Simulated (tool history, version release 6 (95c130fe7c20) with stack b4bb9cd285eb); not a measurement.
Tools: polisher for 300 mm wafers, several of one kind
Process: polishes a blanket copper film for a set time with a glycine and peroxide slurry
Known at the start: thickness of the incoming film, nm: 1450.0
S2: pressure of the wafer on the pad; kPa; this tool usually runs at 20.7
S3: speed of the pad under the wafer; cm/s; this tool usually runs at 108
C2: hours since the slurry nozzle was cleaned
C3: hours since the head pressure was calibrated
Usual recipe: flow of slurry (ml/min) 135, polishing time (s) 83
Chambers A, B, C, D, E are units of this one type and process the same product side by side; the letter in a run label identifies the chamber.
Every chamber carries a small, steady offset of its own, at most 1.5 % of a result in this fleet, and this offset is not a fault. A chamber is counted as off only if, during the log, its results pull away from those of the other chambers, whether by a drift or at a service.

{"hour": 6.0, "done": "chamber B: slurry nozzle cleaned"}
{"hour": 7.3, "done": "chamber D: worn pad replaced by a new one"}
{"run": "1C", "hour": 10.9, "flow of slurry (ml/min)": 135, "S2": 20.7, "S3": 108, "polishing time (s)": 83, "wafers polished on this pad": 928, "C2": 236.6, "C3": 480.6, "film removed (nm)": 579.55}
{"run": "2E", "hour": 21.0, "flow of slurry (ml/min)": 135, "S2": 20.7, "S3": 108, "polishing time (s)": 83, "wafers polished on this pad": 481, "C2": 168.3, "C3": 1100.3, "film removed (nm)": 603.96}
{"hour": 30.0, "done": "chamber C: worn pad replaced by a new one"}
{"run": "3B", "hour": 32.5, "flow of slurry (ml/min)": 135, "S2": 20.7, "S3": 108, "polishing time (s)": 83, "wafers polished on this pad": 968, "C2": 26.5, "C3": 462.7, "film removed (nm)": 572.68}
{"run": "4A", "hour": 39.0, "flow of slurry (ml/min)": 135, "S2": 20.7, "S3": 108, "polishing time (s)": 83, "wafers polished on this pad": 938, "C2": 210, "C3": 299.3, "film removed (nm)": 572.77}
{"hour": 41.1, "done": "chamber E: worn pad replaced by a new one"}
{"run": "5D", "hour": 46.8, "flow of slurry (ml/min)": 165, "S2": 20.7, "S3": 82, "polishing time (s)": 83, "wafers polished on this pad": 433, "C2": 613.3, "C3": 922.9, "film removed (nm)": 478.63}
{"run": "6D", "hour": 56.7, "flow of slurry (ml/min)": 165, "S2": 20.7, "S3": 82, "polishing time (s)": 83, "wafers polished on this pad": 541, "C2": 623.2, "C3": 932.8, "film removed (nm)": 480.59}
{"run": "7B", "hour": 65.6, "flow of slurry (ml/min)": 165, "S2": 20.7, "S3": 82, "polishing time (s)": 83, "wafers polished on this pad": 1331, "C2": 59.6, "C3": 495.8, "film removed (nm)": 474.59}
{"hour": 66.5, "done": "chamber D: worn pad replaced by a new one"}
{"hour": 68.8, "done": "chamber B: worn pad replaced by a new one"}
{"hour": 70.7, "done": "chamber E: slurry nozzle cleaned"}
{"run": "8E", "hour": 77.4, "flow of slurry (ml/min)": 165, "S2": 20.7, "S3": 82, "polishing time (s)": 83, "wafers polished on this pad": 398, "C2": 6.8, "C3": 1156.7, "film removed (nm)": 479.84}
{"run": "9C", "hour": 83.9, "flow of slurry (ml/min)": 165, "S2": 20.7, "S3": 82, "polishing time (s)": 83, "wafers polished on this pad": 589, "C2": 309.6, "C3": 553.6, "film removed (nm)": 477.77}
{"run": "10A", "hour": 89.2, "flow of slurry (ml/min)": 135, "S2": 20.7, "S3": 108, "polishing time (s)": 83, "wafers polished on this pad": 1487, "C2": 260.2, "C3": 349.5, "film removed (nm)": 575.43}
{"hour": 94.1, "done": "chamber A: worn pad replaced by a new one"}
{"run": "11B", "hour": 94.9, "flow of slurry (ml/min)": 135, "S2": 20.7, "S3": 108, "polishing time (s)": 83, "wafers polished on this pad": 285, "C2": 88.9, "C3": 525.1, "film removed (nm)": 575.72}
{"run": "12A", "hour": 103.4, "flow of slurry (ml/min)": 135, "S2": 20.7, "S3": 108, "polishing time (s)": 83, "wafers polished on this pad": 102, "C2": 274.4, "C3": 363.7, "film removed (nm)": 581.23}
{"hour": 104.6, "done": "chamber E: worn pad replaced by a new one"}
{"run": "13D", "hour": 108.8, "flow of slurry (ml/min)": 135, "S2": 20.7, "S3": 108, "polishing time (s)": 83, "wafers polished on this pad": 463, "C2": 675.3, "C3": 984.9, "film removed (nm)": 595.19}
{"run": "14C", "hour": 117.3, "flow of slurry (ml/min)": 135, "S2": 20.7, "S3": 108, "polishing time (s)": 83, "wafers polished on this pad": 955, "C2": 343, "C3": 587, "film removed (nm)": 571.77}
{"run": "15E", "hour": 123.1, "flow of slurry (ml/min)": 135, "S2": 20.7, "S3": 108, "polishing time (s)": 83, "wafers polished on this pad": 203, "C2": 52.5, "C3": 1202.4, "film removed (nm)": 597.7}
{"hour": 127.6, "done": "chamber C: worn pad replaced by a new one"}
{"run": "16C", "hour": 130.0, "flow of slurry (ml/min)": 135, "S2": 20.7, "S3": 108, "polishing time (s)": 83, "wafers polished on this pad": 26, "C2": 355.7, "C3": 599.7, "film removed (nm)": 580.85}
{"hour": 134.8, "done": "chamber D: worn pad replaced by a new one"}
{"run": "17A", "hour": 140.6, "flow of slurry (ml/min)": 135, "S2": 20.7, "S3": 108, "polishing time (s)": 83, "wafers polished on this pad": 509, "C2": 311.6, "C3": 400.9, "film removed (nm)": 557.34}
{"run": "18B", "hour": 151.6, "flow of slurry (ml/min)": 135, "S2": 20.7, "S3": 108, "polishing time (s)": 83, "wafers polished on this pad": 905, "C2": 145.6, "C3": 581.8, "film removed (nm)": 584.24}
{"run": "19E", "hour": 161.4, "flow of slurry (ml/min)": 135, "S2": 20.7, "S3": 108, "polishing time (s)": 83, "wafers polished on this pad": 622, "C2": 90.8, "C3": 1240.7, "film removed (nm)": 600.58}
{"run": "20D", "hour": 171.0, "flow of slurry (ml/min)": 135, "S2": 20.7, "S3": 108, "polishing time (s)": 83, "wafers polished on this pad": 396, "C2": 737.5, "C3": 1047.1, "film removed (nm)": 580.2}
{"run": "21E", "hour": 179.6, "flow of slurry (ml/min)": 135, "S2": 17.9, "S3": 108, "polishing time (s)": 83, "wafers polished on this pad": 821, "C2": 109, "C3": 1258.9, "film removed (nm)": 526.5}
{"hour": 182.0, "done": "chamber E: worn pad replaced by a new one"}
{"run": "22C", "hour": 189.7, "flow of slurry (ml/min)": 135, "S2": 17.9, "S3": 108, "polishing time (s)": 83, "wafers polished on this pad": 679, "C2": 415.4, "C3": 659.4, "film removed (nm)": 516.71}
{"run": "23D", "hour": 200.2, "flow of slurry (ml/min)": 135, "S2": 17.9, "S3": 108, "polishing time (s)": 83, "wafers polished on this pad": 716, "C2": 766.7, "C3": 1076.3, "film removed (nm)": 512.79}
{"hour": 201.0, "done": "chamber D: worn pad replaced by a new one"}
{"hour": 205.1, "done": "chamber A: worn pad replaced by a new one"}
{"hour": 208.8, "done": "chamber B: worn pad replaced by a new one"}
{"run": "24A", "hour": 211.1, "flow of slurry (ml/min)": 135, "S2": 17.9, "S3": 108, "polishing time (s)": 83, "wafers polished on this pad": 66, "C2": 382.1, "C3": 471.4, "film removed (nm)": 517.12}
{"hour": 217.4, "done": "chamber C: worn pad replaced by a new one"}
{"run": "25B", "hour": 220.2, "flow of slurry (ml/min)": 135, "S2": 17.9, "S3": 108, "polishing time (s)": 83, "wafers polished on this pad": 124, "C2": 214.2, "C3": 650.4, "film removed (nm)": 503.45}
{"run": "26C", "hour": 228.0, "flow of slurry (ml/min)": 135, "S2": 20.7, "S3": 108, "polishing time (s)": 83, "wafers polished on this pad": 116, "C2": 453.7, "C3": 697.7, "film removed (nm)": 578.28}
{"run": "27A", "hour": 236.3, "flow of slurry (ml/min)": 135, "S2": 20.7, "S3": 108, "polishing time (s)": 83, "wafers polished on this pad": 342, "C2": 407.3, "C3": 496.6, "film removed (nm)": 573.37}
{"hour": 247.2, "done": "chamber E: worn pad replaced by a new one"}
{"run": "28B", "hour": 247.4, "flow of slurry (ml/min)": 135, "S2": 20.7, "S3": 108, "polishing time (s)": 83, "wafers polished on this pad": 422, "C2": 241.4, "C3": 677.6, "film removed (nm)": 570.66}
{"run": "29E", "hour": 257.6, "flow of slurry (ml/min)": 135, "S2": 20.7, "S3": 108, "polishing time (s)": 83, "wafers polished on this pad": 114, "C2": 187, "C3": 1336.9, "film removed (nm)": 587.92}
{"hour": 268.2, "done": "chamber D: worn pad replaced by a new one"}
{"run": "30D", "hour": 269.3, "flow of slurry (ml/min)": 135, "S2": 14.5, "S3": 108, "polishing time (s)": 64, "wafers polished on this pad": 12, "C2": 835.8, "C3": 1145.4, "film removed (nm)": 337.72}
{"run": "31D", "hour": 278.0, "flow of slurry (ml/min)": 135, "S2": 14.5, "S3": 108, "polishing time (s)": 64, "wafers polished on this pad": 107, "C2": 844.5, "C3": 1154.1, "film removed (nm)": 333.25}
{"run": "32B", "hour": 288.1, "flow of slurry (ml/min)": 135, "S2": 14.5, "S3": 108, "polishing time (s)": 64, "wafers polished on this pad": 867, "C2": 282.1, "C3": 718.3, "film removed (nm)": 335.56}
{"run": "33A", "hour": 299.6, "flow of slurry (ml/min)": 135, "S2": 14.5, "S3": 108, "polishing time (s)": 64, "wafers polished on this pad": 1034, "C2": 470.6, "C3": 559.9, "film removed (nm)": 330.74}

All 5 chambers run these settings next. Forecast each chamber's results:
{"run": "34A", "hour": 308.2, "flow of slurry (ml/min)": 135, "S2": 20.7, "S3": 142, "polishing time (s)": 83, "film removed (nm)": "?"}
{"run": "34B", "hour": 308.2, "flow of slurry (ml/min)": 135, "S2": 20.7, "S3": 142, "polishing time (s)": 83, "film removed (nm)": "?"}
{"run": "34C", "hour": 308.2, "flow of slurry (ml/min)": 135, "S2": 20.7, "S3": 142, "polishing time (s)": 83, "film removed (nm)": "?"}
{"run": "34D", "hour": 308.2, "flow of slurry (ml/min)": 135, "S2": 20.7, "S3": 142, "polishing time (s)": 83, "film removed (nm)": "?"}
{"run": "34E", "hour": 308.2, "flow of slurry (ml/min)": 135, "S2": 20.7, "S3": 142, "polishing time (s)": 83, "film removed (nm)": "?"}

run=34A film_removed_(nm)=738.07
run=34B film_removed_(nm)=737.62
run=34C film_removed_(nm)=734.47
run=34D film_removed_(nm)=724.53
run=34E film_removed_(nm)=745.41

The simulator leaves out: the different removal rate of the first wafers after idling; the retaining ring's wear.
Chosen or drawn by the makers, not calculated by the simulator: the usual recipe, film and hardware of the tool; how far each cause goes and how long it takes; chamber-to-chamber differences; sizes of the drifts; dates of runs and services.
